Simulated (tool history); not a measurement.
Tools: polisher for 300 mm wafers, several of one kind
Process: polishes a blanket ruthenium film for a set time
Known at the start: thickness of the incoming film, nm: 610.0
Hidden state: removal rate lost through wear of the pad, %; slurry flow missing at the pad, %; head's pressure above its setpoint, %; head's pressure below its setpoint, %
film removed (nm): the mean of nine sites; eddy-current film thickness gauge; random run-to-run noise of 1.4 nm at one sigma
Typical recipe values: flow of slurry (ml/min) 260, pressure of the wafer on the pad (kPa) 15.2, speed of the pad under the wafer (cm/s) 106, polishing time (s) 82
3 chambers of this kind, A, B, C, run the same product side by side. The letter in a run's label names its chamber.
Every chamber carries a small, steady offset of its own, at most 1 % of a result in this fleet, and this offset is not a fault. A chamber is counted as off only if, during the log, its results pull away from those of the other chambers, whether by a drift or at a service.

| run | day | flow of slurry (ml/min) | pressure of the wafer on the pad (kPa) | speed of the pad under the wafer (cm/s) | polishing time (s) | wafers polished on this pad | hours since the slurry nozzle was cleaned | hours since the head pressure was calibrated | film removed (nm) |
|---|---|---|---|---|---|---|---|---|---|
| 1C | 0.354 | 260 | 15.2 | 106 | 82 | 344 | 333.1 | 453.3 | 123.980 |
|  | 0.500 | chamber B: head pressure recalibrated |
| 2A | 0.808 | 260 | 15.2 | 106 | 82 | 497 | 155.7 | 411.1 | 126.330 |
| 3B | 1.258 | 260 | 15.2 | 106 | 82 | 330 | 631.0 | 18.2 | 125.130 |
| 4C | 1.646 | 260 | 15.2 | 106 | 82 | 534 | 364.1 | 484.3 | 123.970 |
| 5B | 2.067 | 260 | 15.2 | 106 | 82 | 449 | 650.4 | 37.6 | 126.500 |
|  | 2.175 | chamber A: worn pad replaced by a new one |
| 6A | 2.542 | 260 | 15.2 | 106 | 82 | 54 | 197.3 | 452.7 | 126.530 |
| 7B | 3.025 | 260 | 15.2 | 106 | 82 | 590 | 673.4 | 60.6 | 126.400 |
| 8C | 3.483 | 260 | 15.2 | 106 | 82 | 805 | 408.2 | 528.4 | 127.700 |
| 9A | 3.917 | 260 | 15.2 | 106 | 82 | 256 | 230.3 | 485.7 | 123.000 |
| 10A | 4.271 | 330 | 15.2 | 106 | 82 | 308 | 238.8 | 494.2 | 128.040 |
| 11C | 4.588 | 330 | 15.2 | 106 | 82 | 967 | 434.7 | 554.9 | 127.420 |
|  | 4.675 | chamber C: worn pad replaced by a new one |
| 12B | 4.854 | 330 | 15.2 | 106 | 82 | 860 | 717.3 | 104.5 | 128.040 |
| 13A | 5.192 | 260 | 15.2 | 106 | 82 | 444 | 260.9 | 516.3 | 126.190 |
| 14B | 5.579 | 260 | 15.2 | 106 | 82 | 966 | 734.7 | 121.9 | 124.760 |
|  | 5.725 | chamber A: slurry nozzle cleaned |
| 15C | 6.154 | 260 | 15.2 | 106 | 82 | 218 | 472.3 | 592.5 | 125.680 |
| 16C | 6.479 | 260 | 15.2 | 106 | 82 | 266 | 480.1 | 600.3 | 123.110 |
|  | 6.792 | chamber A: worn pad replaced by a new one |
| 17B | 7.046 | 260 | 15.2 | 106 | 82 | 1182 | 769.9 | 157.1 | 124.280 |
| 18A | 7.612 | 260 | 15.2 | 106 | 82 | 120 | 45.3 | 574.4 | 127.320 |
|  | 7.758 | chamber B: slurry nozzle cleaned |
| 19B | 7.958 | 260 | 15.2 | 106 | 82 | 1317 | 4.9 | 179.0 | 125.390 |
|  | 8.058 | chamber C: head pressure recalibrated |
|  | 8.142 | chamber B: worn pad replaced by a new one |
| 20A | 8.362 | 260 | 15.2 | 106 | 82 | 231 | 63.3 | 592.4 | 125.570 |
| 21C | 8.892 | 260 | 15.2 | 106 | 82 | 621 | 538.0 | 20.0 | 124.750 |
|  | 9.046 | chamber A: head pressure recalibrated |
| 22C | 9.362 | 260 | 15.2 | 106 | 82 | 690 | 549.3 | 31.3 | 126.570 |
| 23B | 9.842 | 260 | 15.2 | 106 | 82 | 250 | 50.1 | 224.2 | 127.370 |
| 24A | 10.296 | 260 | 15.2 | 106 | 82 | 516 | 109.7 | 30.1 | 137.070 |
| 25B | 10.671 | 260 | 15.2 | 106 | 82 | 372 | 70.0 | 244.1 | 124.970 |
| 26C | 11.079 | 260 | 17.2 | 106 | 58 | 943 | 590.5 | 72.5 | 100.750 |
|  | 11.121 | chamber C: worn pad replaced by a new one |
|  | 11.338 | chamber A: worn pad replaced by a new one |
| 27A | 11.346 | 260 | 17.2 | 106 | 58 | 1 | 134.9 | 55.3 | 110.530 |
| 28B | 11.929 | 260 | 17.2 | 106 | 58 | 558 | 100.2 | 274.3 | 100.290 |
| 29C | 12.379 | 260 | 10.3 | 106 | 82 | 185 | 621.7 | 103.7 | 87.183 |
| 30A | 12.662 | 260 | 10.3 | 106 | 82 | 195 | 166.5 | 86.9 | 91.364 |
| 31A | 13.058 | 260 | 10.3 | 106 | 82 | 253 | 176.0 | 96.4 | 92.886 |
| 32B | 13.354 | 260 | 15.2 | 106 | 82 | 768 | 134.4 | 308.5 | 126.290 |
| 33C | 13.696 | 260 | 15.2 | 106 | 82 | 379 | 653.3 | 135.3 | 124.150 |
|  | 13.921 | chamber B: head pressure recalibrated |
| 34B | 14.204 | 260 | 15.2 | 106 | 82 | 893 | 154.8 | 6.8 | 127.780 |
| 35A | 14.742 | 260 | 15.2 | 106 | 82 | 501 | 216.4 | 136.8 | 134.330 |
|  | 14.771 | chamber C: slurry nozzle cleaned |
| 36C | 15.183 | 260 | 15.2 | 106 | 82 | 598 | 10.0 | 171.0 | 127.690 |
|  | 15.525 | chamber A: worn pad replaced by a new one |
| 37B | 15.746 | 335 | 15.2 | 106 | 98 | 1120 | 191.8 | 43.8 | 154.100 |
| 38C | 16.046 | 335 | 15.2 | 106 | 98 | 725 | 30.7 | 191.7 | 150.070 |
| 39A | 16.462 | 335 | 15.2 | 106 | 98 | 138 | 257.7 | 178.1 | 165.690 |

What goes on in this fleet: one chamber off, a drifting gauge, or nothing beyond the chambers' own small offsets? Name the chamber and the cause, if any.

A service on chamber A put it out of line with the rest.
Cause: head's pressure above its setpoint, % = 7.5.

Chamber A could run next with any of the 4 candidate recipes listed below; each alters the usual settings, and their results appear as question marks. Which one brings its results back in line with what the other chambers deliver on the usual settings?
Maximum distance from the other chambers' mean on the usual settings for a result to count as in line: film removed (nm) 4.900
| 40A-1 | 16.888 | 260 | 14.5 | 104 | 80 |  |  |  | ? |
| 40A-2 | 16.888 | 260 | 15.2 | 122 | 82 |  |  |  | ? |
| 40A-3 | 16.888 | 255 | 15.2 | 92 | 82 |  |  |  | ? |
| 40A-4 | 16.888 | 260 | 15.2 | 114 | 82 |  |  |  | ? |

What the other chambers average on the usual settings: film removed (nm) 125.220
| run | film removed (nm) |
|---|---|
| 40A-1 | 122.360 |
| 40A-2 | 154.600 |
| 40A-3 | 115.840 |
| 40A-4 | 144.330 |
With 40A-1, the chamber falls back in line with the rest.
